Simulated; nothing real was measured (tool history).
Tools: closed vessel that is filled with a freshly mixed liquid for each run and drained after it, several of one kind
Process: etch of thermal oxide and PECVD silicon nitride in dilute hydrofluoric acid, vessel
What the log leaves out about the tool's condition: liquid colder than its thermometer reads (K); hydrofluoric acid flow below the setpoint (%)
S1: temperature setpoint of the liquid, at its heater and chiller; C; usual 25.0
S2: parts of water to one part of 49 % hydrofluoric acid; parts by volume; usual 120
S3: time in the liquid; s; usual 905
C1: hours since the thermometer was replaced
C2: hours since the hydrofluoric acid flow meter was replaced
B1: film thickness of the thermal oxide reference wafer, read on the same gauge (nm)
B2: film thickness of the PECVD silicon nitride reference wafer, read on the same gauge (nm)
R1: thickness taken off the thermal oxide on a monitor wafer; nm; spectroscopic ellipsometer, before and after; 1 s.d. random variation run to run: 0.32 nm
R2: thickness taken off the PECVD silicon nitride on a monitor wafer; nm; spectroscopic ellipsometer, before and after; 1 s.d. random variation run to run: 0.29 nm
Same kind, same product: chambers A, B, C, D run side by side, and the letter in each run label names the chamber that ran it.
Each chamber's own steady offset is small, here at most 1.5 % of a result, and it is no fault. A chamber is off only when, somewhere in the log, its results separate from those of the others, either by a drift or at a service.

| run | day | S1 | S2 | S3 | C1 | C2 | B1 | B2 | R1 | R2 |
|---|---|---|---|---|---|---|---|---|---|---|
| 1A | 0.462 | 25.0 | 120 | 905 | 1012.0 | 387.2 | 49.977 | 39.986 | 34.810 | 34.168 |
| 2D | 0.812 | 25.0 | 120 | 905 | 1566.3 | 949.2 | 50.017 | 39.981 | 35.636 | 33.892 |
| 3C | 1.038 | 25.0 | 120 | 905 | 458.1 | 602.9 | 50.017 | 40.010 | 35.276 | 34.168 |
| 4B | 1.267 | 25.0 | 120 | 905 | 682.3 | 268.5 | 49.991 | 40.046 | 35.519 | 33.621 |
| 5D | 1.642 | 25.0 | 120 | 1240 | 1586.2 | 969.1 | 49.983 | 40.023 | 47.277 | 46.959 |
| 6A | 1.929 | 25.0 | 120 | 1240 | 1047.2 | 422.4 | 50.005 | 40.022 | 48.169 | 46.078 |
| 7B | 2.342 | 25.0 | 120 | 1240 | 708.1 | 294.3 | 49.953 | 39.920 | 47.940 | 46.748 |
| 8C | 2.767 | 25.0 | 120 | 1240 | 499.6 | 644.4 | 49.986 | 40.032 | 47.988 | 46.574 |
| 9C | 3.133 | 27.5 | 165 | 905 | 508.4 | 653.2 | 49.975 | 40.016 | 26.694 | 28.794 |
| 10D | 3.433 | 27.5 | 165 | 905 | 1629.2 | 1012.1 | 50.034 | 39.985 | 26.780 | 29.393 |
| 11B | 3.700 | 27.5 | 165 | 905 | 740.7 | 326.9 | 49.991 | 39.973 | 26.198 | 29.081 |
| 12A | 3.942 | 27.5 | 165 | 905 | 1095.5 | 470.7 | 49.987 | 39.986 | 26.397 | 28.972 |
| 13D | 4.321 | 25.0 | 120 | 905 | 1650.5 | 1033.4 | 50.007 | 39.992 | 34.688 | 33.573 |
| 14A | 4.546 | 25.0 | 120 | 905 | 1110.0 | 485.2 | 50.053 | 40.004 | 34.601 | 34.471 |
| 15B | 4.833 | 25.0 | 120 | 905 | 767.9 | 354.1 | 50.016 | 40.010 | 34.945 | 34.233 |
| 16C | 5.175 | 25.0 | 120 | 905 | 557.4 | 702.2 | 49.988 | 39.994 | 35.235 | 33.786 |
| 17C | 5.421 | 25.0 | 120 | 905 | 563.3 | 708.1 | 49.956 | 40.052 | 35.086 | 34.314 |
| 18B | 5.700 | 25.0 | 120 | 905 | 788.7 | 374.9 | 49.973 | 40.027 | 34.541 | 33.978 |
| 19D | 6.017 | 25.0 | 120 | 905 | 1691.2 | 1074.1 | 49.997 | 40.024 | 34.817 | 33.684 |
| 20A | 6.279 | 25.0 | 120 | 905 | 1151.6 | 526.8 | 50.008 | 39.977 | 35.008 | 33.603 |
| 21D | 6.588 | 25.0 | 120 | 905 | 1704.9 | 1087.8 | 50.016 | 39.949 | 34.939 | 34.109 |
| 22C | 7.038 | 25.0 | 120 | 905 | 602.1 | 746.9 | 49.983 | 40.016 | 35.168 | 34.592 |
| 23B | 7.388 | 25.0 | 120 | 905 | 829.2 | 415.4 | 50.022 | 39.979 | 34.586 | 34.068 |
| 24A | 7.829 | 25.0 | 120 | 905 | 1188.8 | 564.0 | 50.023 | 39.986 | 33.940 | 33.405 |
| 25D | 8.254 | 25.0 | 120 | 905 | 1744.9 | 1127.8 | 50.007 | 39.996 | 34.982 | 34.450 |
| 26B | 8.638 | 25.0 | 120 | 905 | 859.2 | 445.4 | 49.984 | 39.998 | 34.987 | 34.050 |
| 27C | 8.892 | 25.0 | 120 | 905 | 646.6 | 791.4 | 50.024 | 39.989 | 35.377 | 34.014 |
| 28A | 9.167 | 25.0 | 120 | 905 | 1220.9 | 596.1 | 49.967 | 40.026 | 33.883 | 33.331 |
| 29A | 9.425 | 25.0 | 120 | 905 | 1227.1 | 602.3 | 50.019 | 40.007 | 33.900 | 32.856 |
| 30D | 9.758 | 25.0 | 120 | 905 | 1781.0 | 1163.9 | 50.036 | 39.983 | 34.727 | 33.546 |
| 31C | 10.117 | 25.0 | 120 | 660 | 676.0 | 820.8 | 49.962 | 39.973 | 26.186 | 24.471 |
| 32B | 10.400 | 25.0 | 120 | 660 | 901.5 | 487.7 | 49.988 | 40.027 | 25.227 | 24.863 |
| 33C | 10.612 | 25.0 | 120 | 660 | 687.9 | 832.7 | 50.069 | 39.963 | 25.923 | 25.127 |
| 34A | 10.950 | 25.0 | 120 | 660 | 1263.7 | 638.9 | 49.985 | 40.047 | 24.256 | 24.142 |
| 35D | 11.250 | 21.5 | 65 | 905 | 1816.8 | 1199.7 | 50.003 | 40.065 | 59.087 | 49.463 |
| 36B | 11.529 | 21.5 | 65 | 905 | 928.6 | 514.8 | 49.960 | 40.022 | 59.234 | 48.888 |
| 37C | 11.783 | 21.5 | 65 | 905 | 716.0 | 860.8 | 50.004 | 39.994 | 61.542 | 50.485 |
| 38D | 12.054 | 21.5 | 65 | 905 | 1836.1 | 1219.0 | 50.003 | 40.026 | 59.460 | 49.523 |
| 39A | 12.521 | 25.0 | 120 | 905 | 1301.4 | 676.6 | 49.979 | 40.016 | 33.359 | 32.334 |
| 40B | 12.904 | 20.5 | 120 | 905 | 961.6 | 547.8 | 49.973 | 40.016 | 29.100 | 25.534 |
| 41D | 13.371 | 20.5 | 120 | 905 | 1867.7 | 1250.6 | 50.082 | 40.005 | 29.445 | 25.330 |
| 42B | 13.800 | 20.5 | 120 | 905 | 983.1 | 569.3 | 49.986 | 40.021 | 29.365 | 25.142 |
| 43C | 14.158 | 20.5 | 120 | 905 | 773.0 | 917.8 | 49.967 | 39.996 | 29.374 | 25.185 |

All 4 chambers run these settings next. Forecast each chamber's results:
| 44A | 14.504 | 22.0 | 120 | 905 |  |  |  |  | ? | ? |
| 44B | 14.504 | 22.0 | 120 | 905 |  |  |  |  | ? | ? |
| 44C | 14.504 | 22.0 | 120 | 905 |  |  |  |  | ? | ? |
| 44D | 14.504 | 22.0 | 120 | 905 |  |  |  |  | ? | ? |

| run | R1 | R2 |
|---|---|---|
| 44A | 29.168 | 26.789 |
| 44B | 31.049 | 27.991 |
| 44C | 31.148 | 27.659 |
| 44D | 31.090 | 27.807 |

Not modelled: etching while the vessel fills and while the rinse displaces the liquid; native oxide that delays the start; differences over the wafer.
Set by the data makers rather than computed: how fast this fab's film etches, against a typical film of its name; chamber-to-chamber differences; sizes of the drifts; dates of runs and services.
